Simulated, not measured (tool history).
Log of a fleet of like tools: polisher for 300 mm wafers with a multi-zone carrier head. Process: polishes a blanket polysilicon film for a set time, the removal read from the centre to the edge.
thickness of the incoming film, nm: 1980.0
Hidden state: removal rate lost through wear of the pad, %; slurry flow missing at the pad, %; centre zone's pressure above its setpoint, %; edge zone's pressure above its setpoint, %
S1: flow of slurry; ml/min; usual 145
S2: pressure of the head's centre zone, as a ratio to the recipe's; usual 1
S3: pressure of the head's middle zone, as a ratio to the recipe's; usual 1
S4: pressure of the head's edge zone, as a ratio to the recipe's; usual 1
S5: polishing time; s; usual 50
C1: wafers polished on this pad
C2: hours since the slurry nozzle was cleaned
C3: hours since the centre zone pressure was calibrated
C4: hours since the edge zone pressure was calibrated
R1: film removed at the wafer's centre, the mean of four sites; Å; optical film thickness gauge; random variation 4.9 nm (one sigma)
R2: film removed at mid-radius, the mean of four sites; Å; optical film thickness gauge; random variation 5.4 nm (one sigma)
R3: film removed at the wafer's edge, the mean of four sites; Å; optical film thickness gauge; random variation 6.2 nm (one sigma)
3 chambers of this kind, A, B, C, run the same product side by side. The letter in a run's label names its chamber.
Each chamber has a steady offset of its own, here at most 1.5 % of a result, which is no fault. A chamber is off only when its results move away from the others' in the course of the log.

run   hour   S1    S2    S3    S4  S5    C1     C2     C3     C4      R1      R2      R3
 1C    6.4  145     1     1     1  50   146     71  270.4  261.7  4313.3  4307.4  4344.2
 2A   18.4  145     1     1     1  50  1038  340.3    367     67    4460  4304.8  4302.7
 3B   30.1  145     1     1     1  50   902    240   52.5    200  4205.6  4271.4  4321.3
 4A   39.5  145     1     1     1  50  1210  361.4  388.1   88.1  4375.6  4425.6  4301.3
      42.2  -- chamber B: worn pad replaced by a new one
        47  -- chamber A: worn pad replaced by a new one
 5C   49.3  145     1     1     1  50   497  113.9  313.3  304.6    4264  4346.4  4367.7
 6B   57.9  145     1     1     1  50   128  267.8   80.3  227.8  4255.6  4264.2  4244.5
      60.5  -- chamber B: slurry nozzle cleaned
 7B     68  145     1     1     1  50   211    7.5   90.4  237.9  4290.7  4419.1  4159.8
 8C   79.2  145     1     1     1  50   741  143.8  343.2  334.5  4241.5  4262.4  4328.2
 9A   86.7  145     1     1     1  50   325  408.6  435.3  135.3  4442.8  4275.8    4377
10A   92.8  145     1     1     1  50   375  414.7  441.4  141.4  4403.6  4275.9  4343.8
      95.1  -- chamber A: centre zone pressure recalibrated
11B  101.7  145     1     1     1  50   487   41.2  124.1  271.6  4117.8  4297.5  4248.4
12C  111.9  145     1     1     1  50  1009  176.5  375.9  367.2  4329.1  4274.8  4298.3
13B  118.7  145  0.91  0.93     1  50   626   58.2  141.1  288.6  3854.4  4001.1    4248
14A  125.2  145  0.91  0.93     1  50   640  447.1   30.1  173.8    3903  4066.7    4289
15C  133.6  145  0.91  0.93     1  50  1187  198.2  397.6  388.9  3806.3  4025.9    4327
     143.3  -- chamber B: worn pad replaced by a new one
16C  145.5  145     1     1     1  50  1284  210.1  409.5  400.8  4312.6  4364.3  4355.8
     150.3  -- chamber C: worn pad replaced by a new one
17A  155.7  145     1     1     1  50   890  477.6   60.6  204.3  4322.7  4365.8  4304.7
18B  161.8  145     1     1     1  50   151  101.3  184.2  331.7    4284  4345.2  4243.5
19C  172.3  145     1     1     1  50   180  236.9  436.3  427.6  4331.1  4363.5  4375.8
     180.2  -- chamber C: slurry nozzle cleaned
20A  181.3  145     1     1     1  50  1099  503.2   86.2  229.9  4306.2  4314.3  4298.2
     186.8  -- chamber A: worn pad replaced by a new one
       187  -- chamber A: slurry nozzle cleaned
21B    192  145     1     1     1  50   398  131.5  214.4  361.9  4278.1  4201.2  4328.1
22C    204  145     1     1     1  50   439   23.9    468  459.3  4351.4  4288.5  4326.3
23A  213.6  145     1     1  1.11  62   219   26.6  118.5  262.2  5411.8  5256.4    5695
24B  219.9  145     1     1  1.11  62   626  159.4  242.3  389.8  5271.1  5400.5  5574.7
25A  225.4  145     1     1  1.11  62   316   38.4  130.3    274  5346.3  5447.9  5578.6
26C  235.7  145     1     1     1  50   699   55.6  499.7    491  4311.3  4296.9  4330.2
27B  247.4  145     1     1     1  50   851  186.9  269.8  417.3  4216.1  4290.7  4251.5
     249.3  -- chamber C: edge zone pressure recalibrated
     251.8  -- chamber B: edge zone pressure recalibrated
28B  255.4  145     1     1     1  50   917  194.9  277.8    3.6  4260.9  4218.7  4160.8
29C  264.1  145     1     1     1  50   931     84  528.1   14.8  4263.3  4178.2  4361.4
30A  273.6  145     1     1     1  50   710   86.6  178.5  322.2  4382.3  4269.4  4222.3

Is one chamber off against the others, does the gauge drift, or is nothing wrong? If a chamber is off, say which, and what the likeliest cause is.

No chamber stands off beyond its own small offset, and the gauge holds steady.
